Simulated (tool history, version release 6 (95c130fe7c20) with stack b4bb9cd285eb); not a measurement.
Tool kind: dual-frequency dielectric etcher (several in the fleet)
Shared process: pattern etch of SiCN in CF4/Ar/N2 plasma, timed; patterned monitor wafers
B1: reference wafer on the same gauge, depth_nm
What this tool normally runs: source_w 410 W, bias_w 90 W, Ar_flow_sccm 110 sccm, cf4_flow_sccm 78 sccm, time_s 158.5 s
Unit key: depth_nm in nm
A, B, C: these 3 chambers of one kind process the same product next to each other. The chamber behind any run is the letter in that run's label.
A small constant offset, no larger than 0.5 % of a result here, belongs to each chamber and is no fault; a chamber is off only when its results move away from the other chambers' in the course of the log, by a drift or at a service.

{"run": "1C", "hour": 4.0, "source_w": 410, "bias_w": 90, "Ar_flow_sccm": 110, "cf4_flow_sccm": 78, "time_s": 158.5, "B1": 123.02, "depth_nm": 135.87}
{"run": "2B", "hour": 8.9, "source_w": 410, "bias_w": 90, "Ar_flow_sccm": 110, "cf4_flow_sccm": 78, "time_s": 158.5, "B1": 123.03, "depth_nm": 136.88}
{"run": "3A", "hour": 12.6, "source_w": 410, "bias_w": 90, "Ar_flow_sccm": 110, "cf4_flow_sccm": 78, "time_s": 158.5, "B1": 123.06, "depth_nm": 136.27}
{"run": "4C", "hour": 19.0, "source_w": 410, "bias_w": 90, "Ar_flow_sccm": 110, "cf4_flow_sccm": 78, "time_s": 158.5, "B1": 123.06, "depth_nm": 136.24}
{"run": "5B", "hour": 23.4, "source_w": 410, "bias_w": 90, "Ar_flow_sccm": 110, "cf4_flow_sccm": 78, "time_s": 158.5, "B1": 123.14, "depth_nm": 137.18}
{"run": "6A", "hour": 28.8, "source_w": 410, "bias_w": 90, "Ar_flow_sccm": 110, "cf4_flow_sccm": 78, "time_s": 158.5, "B1": 123.11, "depth_nm": 136.75}
{"hour": 30.4, "done": "chamber A: wet clean of the chamber"}
{"run": "7B", "hour": 31.6, "source_w": 410, "bias_w": 90, "Ar_flow_sccm": 110, "cf4_flow_sccm": 78, "time_s": 158.5, "B1": 123.12, "depth_nm": 136.86}
{"run": "8C", "hour": 35.0, "source_w": 410, "bias_w": 90, "Ar_flow_sccm": 110, "cf4_flow_sccm": 78, "time_s": 158.5, "B1": 123.22, "depth_nm": 136.17}
{"run": "9A", "hour": 39.5, "source_w": 410, "bias_w": 90, "Ar_flow_sccm": 123, "cf4_flow_sccm": 64, "time_s": 158.5, "B1": 123.19, "depth_nm": 131.25}
{"run": "10B", "hour": 46.0, "source_w": 410, "bias_w": 90, "Ar_flow_sccm": 123, "cf4_flow_sccm": 64, "time_s": 158.5, "B1": 123.3, "depth_nm": 131.1}
{"run": "11A", "hour": 49.0, "source_w": 410, "bias_w": 90, "Ar_flow_sccm": 123, "cf4_flow_sccm": 64, "time_s": 158.5, "B1": 123.25, "depth_nm": 130.69}
{"run": "12C", "hour": 54.8, "source_w": 410, "bias_w": 90, "Ar_flow_sccm": 110, "cf4_flow_sccm": 97, "time_s": 158.5, "B1": 123.28, "depth_nm": 140.22}
{"run": "13A", "hour": 57.9, "source_w": 410, "bias_w": 90, "Ar_flow_sccm": 110, "cf4_flow_sccm": 97, "time_s": 158.5, "B1": 123.33, "depth_nm": 141.09}
{"run": "14C", "hour": 61.0, "source_w": 410, "bias_w": 90, "Ar_flow_sccm": 110, "cf4_flow_sccm": 97, "time_s": 158.5, "B1": 123.35, "depth_nm": 139.96}
{"run": "15B", "hour": 67.2, "source_w": 410, "bias_w": 90, "Ar_flow_sccm": 110, "cf4_flow_sccm": 78, "time_s": 158.5, "B1": 123.35, "depth_nm": 136.99}
{"run": "16B", "hour": 71.0, "source_w": 410, "bias_w": 90, "Ar_flow_sccm": 110, "cf4_flow_sccm": 78, "time_s": 158.5, "B1": 123.38, "depth_nm": 137.4}
{"run": "17A", "hour": 74.7, "source_w": 410, "bias_w": 90, "Ar_flow_sccm": 110, "cf4_flow_sccm": 78, "time_s": 158.5, "B1": 123.45, "depth_nm": 136.96}
{"run": "18C", "hour": 80.9, "source_w": 410, "bias_w": 90, "Ar_flow_sccm": 110, "cf4_flow_sccm": 78, "time_s": 158.5, "B1": 123.41, "depth_nm": 136.41}
{"run": "19C", "hour": 85.6, "source_w": 500, "bias_w": 99, "Ar_flow_sccm": 110, "cf4_flow_sccm": 78, "time_s": 158.5, "B1": 123.49, "depth_nm": 167.66}
{"run": "20A", "hour": 88.9, "source_w": 500, "bias_w": 99, "Ar_flow_sccm": 110, "cf4_flow_sccm": 78, "time_s": 158.5, "B1": 123.46, "depth_nm": 168.68}
{"run": "21B", "hour": 91.8, "source_w": 500, "bias_w": 99, "Ar_flow_sccm": 110, "cf4_flow_sccm": 78, "time_s": 158.5, "B1": 123.44, "depth_nm": 169.24}
{"hour": 91.9, "done": "chamber B: bias power generator calibrated"}
{"run": "22B", "hour": 94.6, "source_w": 410, "bias_w": 90, "Ar_flow_sccm": 110, "cf4_flow_sccm": 78, "time_s": 158.5, "B1": 123.52, "depth_nm": 137.21}
{"run": "23C", "hour": 98.1, "source_w": 410, "bias_w": 90, "Ar_flow_sccm": 110, "cf4_flow_sccm": 78, "time_s": 158.5, "B1": 123.52, "depth_nm": 136.23}
{"run": "24A", "hour": 104.3, "source_w": 410, "bias_w": 90, "Ar_flow_sccm": 110, "cf4_flow_sccm": 78, "time_s": 158.5, "B1": 123.51, "depth_nm": 137.15}
{"run": "25C", "hour": 108.2, "source_w": 410, "bias_w": 90, "Ar_flow_sccm": 110, "cf4_flow_sccm": 78, "time_s": 158.5, "B1": 123.58, "depth_nm": 136.57}
{"run": "26B", "hour": 111.4, "source_w": 410, "bias_w": 90, "Ar_flow_sccm": 110, "cf4_flow_sccm": 78, "time_s": 158.5, "B1": 123.55, "depth_nm": 137.52}
{"run": "27A", "hour": 117.4, "source_w": 410, "bias_w": 90, "Ar_flow_sccm": 110, "cf4_flow_sccm": 78, "time_s": 158.5, "B1": 123.64, "depth_nm": 137.11}
{"run": "28C", "hour": 121.7, "source_w": 410, "bias_w": 90, "Ar_flow_sccm": 110, "cf4_flow_sccm": 78, "time_s": 158.5, "B1": 123.66, "depth_nm": 136.79}
{"run": "29A", "hour": 126.1, "source_w": 410, "bias_w": 90, "Ar_flow_sccm": 110, "cf4_flow_sccm": 78, "time_s": 158.5, "B1": 123.65, "depth_nm": 137.23}
{"run": "30B", "hour": 129.8, "source_w": 410, "bias_w": 90, "Ar_flow_sccm": 110, "cf4_flow_sccm": 78, "time_s": 158.5, "B1": 123.7, "depth_nm": 137.34}

Each of the 3 chambers runs these same settings next. Fill in every chamber's results:
{"run": "31A", "hour": 134.5, "source_w": 410, "bias_w": 90, "Ar_flow_sccm": 110, "cf4_flow_sccm": 78, "time_s": 158.5, "depth_nm": "?"}
{"run": "31B", "hour": 134.5, "source_w": 410, "bias_w": 90, "Ar_flow_sccm": 110, "cf4_flow_sccm": 78, "time_s": 158.5, "depth_nm": "?"}
{"run": "31C", "hour": 134.5, "source_w": 410, "bias_w": 90, "Ar_flow_sccm": 110, "cf4_flow_sccm": 78, "time_s": 158.5, "depth_nm": "?"}

run=31A depth_nm=137.37
run=31B depth_nm=137.39
run=31C depth_nm=136.83
